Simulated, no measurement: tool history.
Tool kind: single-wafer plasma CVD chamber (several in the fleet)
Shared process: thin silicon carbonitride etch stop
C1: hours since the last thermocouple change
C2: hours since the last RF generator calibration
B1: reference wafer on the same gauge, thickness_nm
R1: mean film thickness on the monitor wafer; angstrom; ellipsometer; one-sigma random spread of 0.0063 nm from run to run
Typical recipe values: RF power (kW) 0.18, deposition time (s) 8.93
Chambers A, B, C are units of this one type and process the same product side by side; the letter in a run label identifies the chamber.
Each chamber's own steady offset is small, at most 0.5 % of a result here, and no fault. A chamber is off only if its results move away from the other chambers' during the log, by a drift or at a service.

{"hour": 9.6, "done": "chamber B: thermocouple changed; heater temperature recalibrated"}
{"run": "1C", "hour": 10.0, "RF power (kW)": 0.18, "deposition time (s)": 8.93, "C1": 1774.8, "C2": 385.9, "B1": 4.0291, "R1": 49.083}
{"run": "2B", "hour": 17.1, "RF power (kW)": 0.18, "deposition time (s)": 8.93, "C1": 7.6, "C2": 759.8, "B1": 4.0295, "R1": 48.91}
{"run": "3A", "hour": 23.5, "RF power (kW)": 0.18, "deposition time (s)": 8.93, "C1": 508.4, "C2": 173.3, "B1": 4.0271, "R1": 49.134}
{"run": "4B", "hour": 31.2, "RF power (kW)": 0.18, "deposition time (s)": 8.93, "C1": 21.7, "C2": 773.9, "B1": 4.0255, "R1": 49.1}
{"run": "5A", "hour": 38.4, "RF power (kW)": 0.18, "deposition time (s)": 8.93, "C1": 523.3, "C2": 188.2, "B1": 4.026, "R1": 49.166}
{"run": "6C", "hour": 45.4, "RF power (kW)": 0.18, "deposition time (s)": 8.93, "C1": 1810.2, "C2": 421.3, "B1": 4.0254, "R1": 49.162}
{"run": "7B", "hour": 52.2, "RF power (kW)": 0.18, "deposition time (s)": 8.93, "C1": 42.7, "C2": 794.9, "B1": 4.0253, "R1": 49.196}
{"run": "8A", "hour": 57.2, "RF power (kW)": 0.18, "deposition time (s)": 8.93, "C1": 542.1, "C2": 207, "B1": 4.0233, "R1": 49.263}
{"run": "9C", "hour": 63.0, "RF power (kW)": 0.18, "deposition time (s)": 8.93, "C1": 1827.8, "C2": 438.9, "B1": 4.0239, "R1": 49.016}
{"run": "10B", "hour": 71.9, "RF power (kW)": 0.18, "deposition time (s)": 8.93, "C1": 62.4, "C2": 814.6, "B1": 4.0217, "R1": 48.996}
{"run": "11A", "hour": 77.4, "RF power (kW)": 0.18, "deposition time (s)": 10.45, "C1": 562.3, "C2": 227.2, "B1": 4.0223, "R1": 57.5}
{"run": "12C", "hour": 83.8, "RF power (kW)": 0.18, "deposition time (s)": 10.45, "C1": 1848.6, "C2": 459.7, "B1": 4.0203, "R1": 57.409}
{"run": "13C", "hour": 93.3, "RF power (kW)": 0.18, "deposition time (s)": 10.45, "C1": 1858.1, "C2": 469.2, "B1": 4.018, "R1": 57.321}
{"run": "14B", "hour": 99.8, "RF power (kW)": 0.18, "deposition time (s)": 8.93, "C1": 90.3, "C2": 842.5, "B1": 4.0185, "R1": 48.937}
{"run": "15A", "hour": 108.8, "RF power (kW)": 0.18, "deposition time (s)": 8.93, "C1": 593.7, "C2": 258.6, "B1": 4.0174, "R1": 49.152}
{"run": "16B", "hour": 118.9, "RF power (kW)": 0.18, "deposition time (s)": 8.93, "C1": 109.4, "C2": 861.6, "B1": 4.0171, "R1": 49.039}
{"run": "17C", "hour": 127.8, "RF power (kW)": 0.18, "deposition time (s)": 8.93, "C1": 1892.6, "C2": 503.7, "B1": 4.0158, "R1": 49.098}
{"run": "18A", "hour": 135.6, "RF power (kW)": 0.18, "deposition time (s)": 8.93, "C1": 620.5, "C2": 285.4, "B1": 4.0146, "R1": 49.047}
{"run": "19B", "hour": 144.9, "RF power (kW)": 0.18, "deposition time (s)": 8.93, "C1": 135.4, "C2": 887.6, "B1": 4.0155, "R1": 48.895}
{"run": "20C", "hour": 154.6, "RF power (kW)": 0.18, "deposition time (s)": 8.93, "C1": 1919.4, "C2": 530.5, "B1": 4.0128, "R1": 48.982}
{"run": "21A", "hour": 159.8, "RF power (kW)": 0.18, "deposition time (s)": 8.93, "C1": 644.7, "C2": 309.6, "B1": 4.0124, "R1": 49.044}
{"run": "22A", "hour": 166.9, "RF power (kW)": 0.18, "deposition time (s)": 8.93, "C1": 651.8, "C2": 316.7, "B1": 4.0112, "R1": 49.077}
{"run": "23B", "hour": 174.0, "RF power (kW)": 0.18, "deposition time (s)": 8.93, "C1": 164.5, "C2": 916.7, "B1": 4.0095, "R1": 48.913}
{"run": "24C", "hour": 182.2, "RF power (kW)": 0.18, "deposition time (s)": 8.93, "C1": 1947, "C2": 558.1, "B1": 4.0102, "R1": 48.871}

All chambers now run identical settings, listed one chamber a line with results as question marks. What results will each chamber show?
{"run": "25A", "hour": 189.8, "RF power (kW)": 0.18, "deposition time (s)": 8.93, "R1": "?"}
{"run": "25B", "hour": 189.8, "RF power (kW)": 0.18, "deposition time (s)": 8.93, "R1": "?"}
{"run": "25C", "hour": 189.8, "RF power (kW)": 0.18, "deposition time (s)": 8.93, "R1": "?"}

run=25A R1=48.913
run=25B R1=48.786
run=25C R1=48.881
